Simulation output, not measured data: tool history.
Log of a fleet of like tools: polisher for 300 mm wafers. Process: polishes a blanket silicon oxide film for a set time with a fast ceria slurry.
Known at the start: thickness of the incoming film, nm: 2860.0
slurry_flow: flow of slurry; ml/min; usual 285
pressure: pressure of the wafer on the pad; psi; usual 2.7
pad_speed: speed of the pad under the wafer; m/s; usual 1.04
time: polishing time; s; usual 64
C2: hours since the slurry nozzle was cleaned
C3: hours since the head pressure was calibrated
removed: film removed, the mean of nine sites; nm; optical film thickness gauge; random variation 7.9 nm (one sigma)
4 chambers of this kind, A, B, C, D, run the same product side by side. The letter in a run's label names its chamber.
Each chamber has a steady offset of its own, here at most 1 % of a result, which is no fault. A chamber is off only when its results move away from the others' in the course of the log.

At hour 6: chamber C: head pressure recalibrated.
Run 1D, hour 7.6: usual settings; wafers polished on this pad 860; C2 315.1; C3 704.7. Result: removed 1067.3 nm.
At hour 14: chamber A: worn pad replaced by a new one.
Run 2A, hour 16.9: usual settings; wafers polished on this pad 22; C2 764.7; C3 280.8. Result: removed 1062.9 nm.
Run 3B, hour 25.3: usual settings; wafers polished on this pad 622; C2 447; C3 391.6. Result: removed 1081.1 nm.
At hour 28.2: chamber D: slurry nozzle cleaned.
Run 4C, hour 37.8: usual settings; wafers polished on this pad 338; C2 106.7; C3 31.9. Result: removed 1051.5 nm.
At hour 38.7: chamber B: head pressure recalibrated.
At hour 48.5: chamber D: worn pad replaced by a new one.
Run 5A, hour 52.2: usual settings; wafers polished on this pad 293; C2 800; C3 316.1. Result: removed 1074.3 nm.
At hour 52.6: chamber B: slurry nozzle cleaned.
Run 6B, hour 66.6: usual settings; wafers polished on this pad 940; C2 14; C3 27.9. Result: removed 1076.3 nm.
Run 7D, hour 73.1: usual settings; wafers polished on this pad 189; C2 44.9; C3 770.2. Result: removed 1073.4 nm.
Run 8C, hour 82: usual settings; wafers polished on this pad 678; C2 150.9; C3 76.1. Result: removed 1074.6 nm.
Run 9C, hour 88.7: usual settings; wafers polished on this pad 729; C2 157.6; C3 82.8. Result: removed 1063.5 nm.
Run 10D, hour 95.9: usual settings; wafers polished on this pad 365; C2 67.7; C3 793. Result: removed 1082.4 nm.
At hour 104.7: chamber A: slurry nozzle cleaned.
Run 11B, hour 110.2: usual settings; wafers polished on this pad 1275; C2 57.6; C3 71.5. Result: removed 1065.3 nm.
Run 12A, hour 123.9: usual settings; wafers polished on this pad 845; C2 19.3; C3 387.8. Result: removed 1062.1 nm.
Run 13A, hour 134.3: usual settings; wafers polished on this pad 925; C2 29.7; C3 398.2. Result: removed 1059.7 nm.
Run 14C, hour 145.3: usual settings; wafers polished on this pad 1165; C2 214.2; C3 139.4. Result: removed 1064.2 nm.
At hour 151.1: chamber A: head pressure recalibrated.
Run 15B, hour 155.1: usual settings; wafers polished on this pad 1621; C2 102.5; C3 116.4. Result: removed 1034.3 nm.
Run 16D, hour 166.9: usual settings but pressure 3 psi, pad_speed 1.34 m/s; wafers polished on this pad 911; C2 138.7; C3 864. Result: removed 1541.1 nm.
At hour 171.6: chamber A: worn pad replaced by a new one.
At hour 180.5: chamber C: worn pad replaced by a new one.
Run 17C, hour 180.9: usual settings but pressure 3 psi, pad_speed 1.34 m/s; wafers polished on this pad 3; C2 249.8; C3 175. Result: removed 1504.9 nm.
At hour 182.3: chamber D: worn pad replaced by a new one.
Run 18D, hour 191.6: usual settings but pressure 3 psi, pad_speed 1.34 m/s; wafers polished on this pad 72; C2 163.4; C3 888.7. Result: removed 1535.8 nm.
Run 19A, hour 201.5: usual settings but pressure 3 psi, pad_speed 1.34 m/s; wafers polished on this pad 230; C2 96.9; C3 50.5. Result: removed 1546.6 nm.
Run 20B, hour 214: usual settings; wafers polished on this pad 2074; C2 161.4; C3 175.3. Result: removed 1021.7 nm.
Run 21A, hour 222.2: usual settings but pressure 2.2 psi, time 44 s; wafers polished on this pad 389; C2 117.6; C3 71.2. Result: removed 600.16 nm.
Run 22C, hour 234.9: usual settings but pressure 2.2 psi, time 44 s; wafers polished on this pad 418; C2 303.8; C3 229. Result: removed 597.82 nm.
Run 23B, hour 241.4: usual settings but pressure 2.2 psi, time 44 s; wafers polished on this pad 2284; C2 188.8; C3 202.7. Result: removed 569.32 nm.
Run 24D, hour 250.8: usual settings but pressure 2.2 psi, time 44 s; wafers polished on this pad 527; C2 222.6; C3 947.9. Result: removed 603.23 nm.
Run 25A, hour 261.2: usual settings; wafers polished on this pad 689; C2 156.6; C3 110.2. Result: removed 1068 nm.
Run 26D, hour 268.7: usual settings; wafers polished on this pad 665; C2 240.5; C3 965.8. Result: removed 1074.1 nm.

All 4 chambers run these settings next. Forecast each chamber's results:
Run 27A, hour 279.2: usual settings. Result: removed ?.
Run 27B, hour 279.2: usual settings. Result: removed ?.
Run 27C, hour 279.2: usual settings. Result: removed ?.
Run 27D, hour 279.2: usual settings. Result: removed ?.

run  removed
27A   1067.6
27B   1002.1
27C   1071.5
27D   1079.6

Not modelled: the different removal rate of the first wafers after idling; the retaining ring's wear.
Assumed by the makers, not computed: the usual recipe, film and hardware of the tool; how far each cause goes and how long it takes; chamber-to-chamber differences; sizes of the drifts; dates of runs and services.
